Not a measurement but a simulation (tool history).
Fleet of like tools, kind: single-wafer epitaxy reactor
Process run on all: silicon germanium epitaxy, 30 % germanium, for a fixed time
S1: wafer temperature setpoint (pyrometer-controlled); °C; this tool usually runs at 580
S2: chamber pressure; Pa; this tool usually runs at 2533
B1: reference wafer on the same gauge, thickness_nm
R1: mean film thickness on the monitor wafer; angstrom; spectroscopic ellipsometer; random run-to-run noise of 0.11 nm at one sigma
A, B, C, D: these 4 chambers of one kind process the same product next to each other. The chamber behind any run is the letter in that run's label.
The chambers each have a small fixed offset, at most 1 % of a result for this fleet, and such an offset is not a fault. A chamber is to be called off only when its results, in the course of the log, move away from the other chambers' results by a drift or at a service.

{"run": "1A", "hour": 7.2, "S1": 580, "S2": 2533, "B1": 39.808, "R1": 396.28}
{"run": "2C", "hour": 14.6, "S1": 580, "S2": 2533, "B1": 39.813, "R1": 399.16}
{"run": "3B", "hour": 22.4, "S1": 580, "S2": 2533, "B1": 39.789, "R1": 396.64}
{"run": "4D", "hour": 29.6, "S1": 580, "S2": 2533, "B1": 39.767, "R1": 397.06}
{"run": "5B", "hour": 34.6, "S1": 580, "S2": 2533, "B1": 39.808, "R1": 395.84}
{"run": "6D", "hour": 38.8, "S1": 580, "S2": 2533, "B1": 39.792, "R1": 395.05}
{"run": "7C", "hour": 43.3, "S1": 580, "S2": 2533, "B1": 39.82, "R1": 400.21}
{"hour": 47.7, "done": "chamber D: pyrometer calibrated"}
{"run": "8A", "hour": 47.7, "S1": 580, "S2": 2533, "B1": 39.789, "R1": 393.89}
{"run": "9B", "hour": 51.7, "S1": 580, "S2": 2533, "B1": 39.799, "R1": 397.43}
{"run": "10C", "hour": 59.0, "S1": 590, "S2": 2533, "B1": 39.792, "R1": 481.05}
{"run": "11D", "hour": 63.5, "S1": 590, "S2": 2533, "B1": 39.815, "R1": 473.82}
{"run": "12A", "hour": 67.5, "S1": 590, "S2": 2533, "B1": 39.813, "R1": 476.68}
{"run": "13D", "hour": 72.3, "S1": 590, "S2": 2533, "B1": 39.801, "R1": 478.36}
{"run": "14A", "hour": 77.5, "S1": 580, "S2": 2533, "B1": 39.806, "R1": 393.29}
{"run": "15B", "hour": 82.4, "S1": 580, "S2": 2533, "B1": 39.778, "R1": 397.9}
{"run": "16C", "hour": 88.3, "S1": 580, "S2": 2533, "B1": 39.788, "R1": 398.58}
{"run": "17C", "hour": 95.7, "S1": 580, "S2": 2533, "B1": 39.791, "R1": 397.89}
{"run": "18D", "hour": 103.6, "S1": 580, "S2": 2186, "B1": 39.818, "R1": 374.25}
{"hour": 103.9, "done": "chamber B: pyrometer calibrated"}
{"run": "19B", "hour": 108.9, "S1": 580, "S2": 2186, "B1": 39.806, "R1": 379.56}
{"run": "20A", "hour": 116.3, "S1": 580, "S2": 2186, "B1": 39.807, "R1": 373.35}
{"run": "21B", "hour": 122.7, "S1": 580, "S2": 2186, "B1": 39.779, "R1": 380.68}
{"run": "22C", "hour": 130.6, "S1": 580, "S2": 2533, "B1": 39.8, "R1": 398.62}
{"run": "23D", "hour": 134.8, "S1": 580, "S2": 2533, "B1": 39.802, "R1": 396.52}
{"run": "24A", "hour": 142.3, "S1": 580, "S2": 2533, "B1": 39.821, "R1": 395.51}
{"run": "25A", "hour": 147.0, "S1": 580, "S2": 2533, "B1": 39.824, "R1": 393.44}
{"run": "26D", "hour": 154.9, "S1": 595, "S2": 2533, "B1": 39.813, "R1": 524.52}
{"run": "27C", "hour": 160.0, "S1": 595, "S2": 2533, "B1": 39.786, "R1": 527.29}
{"run": "28B", "hour": 165.8, "S1": 595, "S2": 2533, "B1": 39.813, "R1": 534.94}
{"run": "29C", "hour": 172.5, "S1": 595, "S2": 2533, "B1": 39.814, "R1": 531.19}
{"run": "30A", "hour": 176.9, "S1": 566, "S2": 2093, "B1": 39.786, "R1": 281.18}
{"run": "31B", "hour": 180.5, "S1": 566, "S2": 2093, "B1": 39.78, "R1": 283.73}

Is one chamber off against the others, does the gauge drift, or is nothing wrong? If a chamber is off, say which, and what the likeliest cause is.

Chamber B has stood off from the others ever since a service on it.
Most likely cause: wafer temperature above the value expected at the setpoint (K) = 1.03.

Chamber B could run next with any of the 4 candidate recipes listed below; each alters the usual settings, and their results appear as question marks. Which one brings its results back in line with what the other chambers deliver on the usual settings?
Maximum distance from the other chambers' mean on the usual settings for a result to count as in line: R1 3.7 angstrom
{"run": "32B-1", "hour": 186.4, "S1": 579, "S2": 2520, "R1": "?"}
{"run": "32B-2", "hour": 186.4, "S1": 581, "S2": 2533, "R1": "?"}
{"run": "32B-3", "hour": 186.4, "S1": 578, "S2": 2533, "R1": "?"}
{"run": "32B-4", "hour": 186.4, "S1": 580, "S2": 2773, "R1": "?"}

On the usual settings, the other chambers give on average: R1 396.16 angstrom
run=32B-1 R1=396.1
run=32B-2 R1=412.63
run=32B-3 R1=389.3
run=32B-4 R1=419.78
32B-1 is the one that brings the chamber's results back in line with the other chambers.

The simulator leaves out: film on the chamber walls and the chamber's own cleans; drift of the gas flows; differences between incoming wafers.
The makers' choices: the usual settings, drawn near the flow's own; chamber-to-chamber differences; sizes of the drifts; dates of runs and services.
